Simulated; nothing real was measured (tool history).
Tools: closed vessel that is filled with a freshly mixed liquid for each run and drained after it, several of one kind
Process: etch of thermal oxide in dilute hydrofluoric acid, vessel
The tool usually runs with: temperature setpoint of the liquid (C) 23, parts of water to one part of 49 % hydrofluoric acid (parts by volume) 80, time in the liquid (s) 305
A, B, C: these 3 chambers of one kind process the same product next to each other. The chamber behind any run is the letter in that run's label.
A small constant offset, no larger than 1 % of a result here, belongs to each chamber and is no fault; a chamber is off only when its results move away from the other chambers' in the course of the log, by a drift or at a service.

run	hour	temperature setpoint of the liquid (C)	parts of water to one part of 49 % hydrofluoric acid (parts by volume)	time in the liquid (s)	read-back film thickness of the thermal oxide reference wafer, read on the same gauge (nm)	thickness taken off the thermal oxide on a monitor wafer (nm)
1A	10.0	23	80	305	29.999	17.552
2C	15.0	23	80	305	29.988	17.572
3B	21.0	23	80	305	29.996	17.447
4B	30.6	23	80	305	29.990	17.327
5C	38.5	23	80	305	30.025	17.472
6A	46.0	23	80	305	29.999	17.395
7A	52.2	23	80	305	29.996	17.595
8B	59.4	23	80	305	30.006	17.282
9C	65.0	23	80	305	30.012	17.529
10C	71.4	23	80	305	29.996	17.391
11B	81.1	23	80	305	30.005	17.411
12A	90.2	23	80	305	29.998	17.579
13C	97.7	23	80	305	29.986	17.550
14B	105.6	23	80	305	29.981	17.323
15A	113.0	23	80	305	30.030	17.634
16B	122.8	23	80	305	29.998	17.430
17C	127.7	23	80	305	29.998	17.491
18A	135.7	23	80	305	30.004	17.627
19B	142.9	21	80	305	30.004	16.097
20A	149.1	21	80	305	29.990	16.039
21C	156.5	21	80	305	29.986	16.124
22A	166.0	23	80	305	30.005	17.366
23C	171.4	23	80	305	29.998	17.571
24B	179.7	23	80	305	30.015	17.434
25C	188.7	23	80	305	30.006	17.510
26B	197.5	23	80	305	30.011	17.331
27A	208.2	23	80	305	30.000	17.459
28C	214.3	23	80	305	30.001	17.421
29B	223.9	23	80	305	30.014	17.456
# hour 226.1: chamber A: hydrofluoric acid flow meter replaced
30A	229.8	23	80	305	29.981	17.478
31B	239.4	23	80	305	30.012	17.294
32A	245.5	23	80	305	29.998	17.490

Does one chamber stand apart from the rest, does the shared gauge drift, or is all well apart from small per-chamber offsets? Give the chamber and the most likely cause, where there is one.

All chambers stay in line apart from their small fixed offsets, and the gauge does not drift.

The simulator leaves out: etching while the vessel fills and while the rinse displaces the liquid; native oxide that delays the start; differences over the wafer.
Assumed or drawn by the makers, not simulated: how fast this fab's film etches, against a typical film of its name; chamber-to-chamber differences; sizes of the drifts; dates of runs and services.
